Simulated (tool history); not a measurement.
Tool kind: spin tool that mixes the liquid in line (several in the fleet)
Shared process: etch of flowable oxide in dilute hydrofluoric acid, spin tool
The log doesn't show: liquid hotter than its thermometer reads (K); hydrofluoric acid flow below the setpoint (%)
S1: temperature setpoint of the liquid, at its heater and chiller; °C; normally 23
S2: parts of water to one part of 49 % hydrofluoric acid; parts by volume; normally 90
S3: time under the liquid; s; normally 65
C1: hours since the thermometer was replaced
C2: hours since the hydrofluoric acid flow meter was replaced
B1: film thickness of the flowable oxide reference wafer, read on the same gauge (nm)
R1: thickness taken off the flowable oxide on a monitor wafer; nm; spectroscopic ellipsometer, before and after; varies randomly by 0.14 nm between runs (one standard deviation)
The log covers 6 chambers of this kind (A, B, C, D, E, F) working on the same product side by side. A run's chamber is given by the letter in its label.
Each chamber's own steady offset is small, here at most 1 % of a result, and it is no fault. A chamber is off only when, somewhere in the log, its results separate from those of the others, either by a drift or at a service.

run 1D day=0.408 | S1=23 S2=90 S3=65 | C1=462.8 C2=976.8 | B1=150.04 | R1=19.778
run 2A day=1.071 | S1=23 S2=90 S3=65 | C1=411.1 C2=644.4 | B1=150.03 | R1=19.377
run 3B day=1.55 | S1=23 S2=90 S3=65 | C1=584.3 C2=199.2 | B1=150.01 | R1=20.035
run 4F day=2.117 | S1=23 S2=90 S3=65 | C1=395.3 C2=496.4 | B1=150.03 | R1=19.848
run 5E day=2.746 | S1=23 S2=90 S3=65 | C1=1797.1 C2=1604.9 | B1=150 | R1=19.919
run 6C day=3.117 | S1=23 S2=90 S3=65 | C1=1198.2 C2=280.5 | B1=149.98 | R1=20.191
run 7A day=3.667 | S1=23 S2=90 S3=65 | C1=473.4 C2=706.7 | B1=149.99 | R1=19.73
run 8C day=4.017 | S1=23 S2=90 S3=65 | C1=1219.8 C2=302.1 | B1=149.98 | R1=20.039
run 9B day=4.446 | S1=23 S2=90 S3=65 | C1=653.8 C2=268.7 | B1=149.99 | R1=20.278
run 10D day=4.908 | S1=23 S2=90 S3=65 | C1=570.8 C2=1084.8 | B1=150 | R1=19.791
run 11F day=5.296 | S1=23 S2=90 S3=65 | C1=471.6 C2=572.7 | B1=150.02 | R1=20.013
run 12E day=5.95 | S1=27.5 S2=60 S3=65 | C1=1874 C2=1681.8 | B1=150.02 | R1=37.736
run 13B day=6.571 | S1=27.5 S2=60 S3=65 | C1=704.8 C2=319.7 | B1=150.02 | R1=37.614
run 14A day=7.229 | S1=27.5 S2=60 S3=65 | C1=558.9 C2=792.2 | B1=149.98 | R1=37.069
run 15F day=7.796 | S1=27.5 S2=60 S3=65 | C1=531.6 C2=632.7 | B1=149.99 | R1=36.785
-- day=7.858 chamber D: thermometer replaced
run 16D day=8.417 | S1=27.5 S2=60 S3=65 | C1=13.4 C2=1169 | B1=150 | R1=37.009
run 17C day=8.767 | S1=27.5 S2=60 S3=65 | C1=1333.8 C2=416.1 | B1=150.02 | R1=37.01
-- day=9.021 chamber C: hydrofluoric acid flow meter replaced
run 18E day=9.15 | S1=23 S2=90 S3=65 | C1=1950.8 C2=1758.6 | B1=149.97 | R1=20.15
run 19E day=9.471 | S1=23 S2=90 S3=65 | C1=1958.5 C2=1766.3 | B1=149.99 | R1=19.963
run 20C day=9.825 | S1=23 S2=90 S3=65 | C1=1359.2 C2=19.3 | B1=149.96 | R1=20.032
-- day=9.912 chamber C: thermometer replaced
run 21A day=10.212 | S1=23 S2=90 S3=65 | C1=630.5 C2=863.8 | B1=150.03 | R1=19.843
-- day=10.392 chamber F: thermometer replaced
run 22D day=10.821 | S1=27.5 S2=90 S3=80 | C1=71.1 C2=1226.7 | B1=150 | R1=29.694
run 23B day=11.496 | S1=27.5 S2=90 S3=80 | C1=823 C2=437.9 | B1=150.01 | R1=29.561
run 24F day=12.158 | S1=27.5 S2=90 S3=80 | C1=42.5 C2=737.4 | B1=150.02 | R1=29.212
run 25D day=12.504 | S1=27.5 S2=90 S3=80 | C1=111.5 C2=1267.1 | B1=149.99 | R1=29.243
-- day=12.542 chamber B: thermometer replaced
run 26C day=13.112 | S1=27.5 S2=90 S3=80 | C1=76.9 C2=98.2 | B1=150.05 | R1=29.129
run 27A day=13.446 | S1=27.5 S2=90 S3=80 | C1=708.1 C2=941.4 | B1=149.97 | R1=29.288
run 28E day=13.762 | S1=23 S2=90 S3=65 | C1=2061.5 C2=1869.3 | B1=150.01 | R1=19.967
run 29B day=14.425 | S1=23 S2=90 S3=65 | C1=45.3 C2=508.2 | B1=149.98 | R1=19.774
run 30F day=14.979 | S1=23 S2=90 S3=65 | C1=110.2 C2=805.1 | B1=150 | R1=19.857
run 31A day=15.317 | S1=23 S2=90 S3=65 | C1=753 C2=986.3 | B1=150.01 | R1=19.912
run 32D day=15.621 | S1=23 S2=90 S3=65 | C1=186.3 C2=1341.9 | B1=150.01 | R1=19.685
run 33C day=16.117 | S1=23 S2=90 S3=65 | C1=149 C2=170.3 | B1=149.99 | R1=19.982
run 34B day=16.521 | S1=23 S2=90 S3=65 | C1=95.6 C2=558.5 | B1=149.99 | R1=19.925
run 35E day=17.188 | S1=23 S2=90 S3=65 | C1=2143.7 C2=1951.5 | B1=149.99 | R1=19.986
run 36F day=17.704 | S1=23 S2=90 S3=65 | C1=175.6 C2=870.5 | B1=150.03 | R1=19.84
run 37E day=18.304 | S1=23 S2=90 S3=65 | C1=2170.5 C2=1978.3 | B1=149.93 | R1=19.838
run 38F day=18.988 | S1=23 S2=90 S3=65 | C1=206.4 C2=901.3 | B1=150.01 | R1=19.998
run 39C day=19.475 | S1=23 S2=90 S3=65 | C1=229.6 C2=250.9 | B1=150.01 | R1=19.653

All 6 chambers run these settings next. Forecast each chamber's results:
run 40A day=19.975 | S1=23 S2=90 S3=65 | R1=?
run 40B day=19.975 | S1=23 S2=90 S3=65 | R1=?
run 40C day=19.975 | S1=23 S2=90 S3=65 | R1=?
run 40D day=19.975 | S1=23 S2=90 S3=65 | R1=?
run 40E day=19.975 | S1=23 S2=90 S3=65 | R1=?
run 40F day=19.975 | S1=23 S2=90 S3=65 | R1=?

run=40A R1=19.862
run=40B R1=20.052
run=40C R1=19.67
run=40D R1=19.791
run=40E R1=19.931
run=40F R1=19.881

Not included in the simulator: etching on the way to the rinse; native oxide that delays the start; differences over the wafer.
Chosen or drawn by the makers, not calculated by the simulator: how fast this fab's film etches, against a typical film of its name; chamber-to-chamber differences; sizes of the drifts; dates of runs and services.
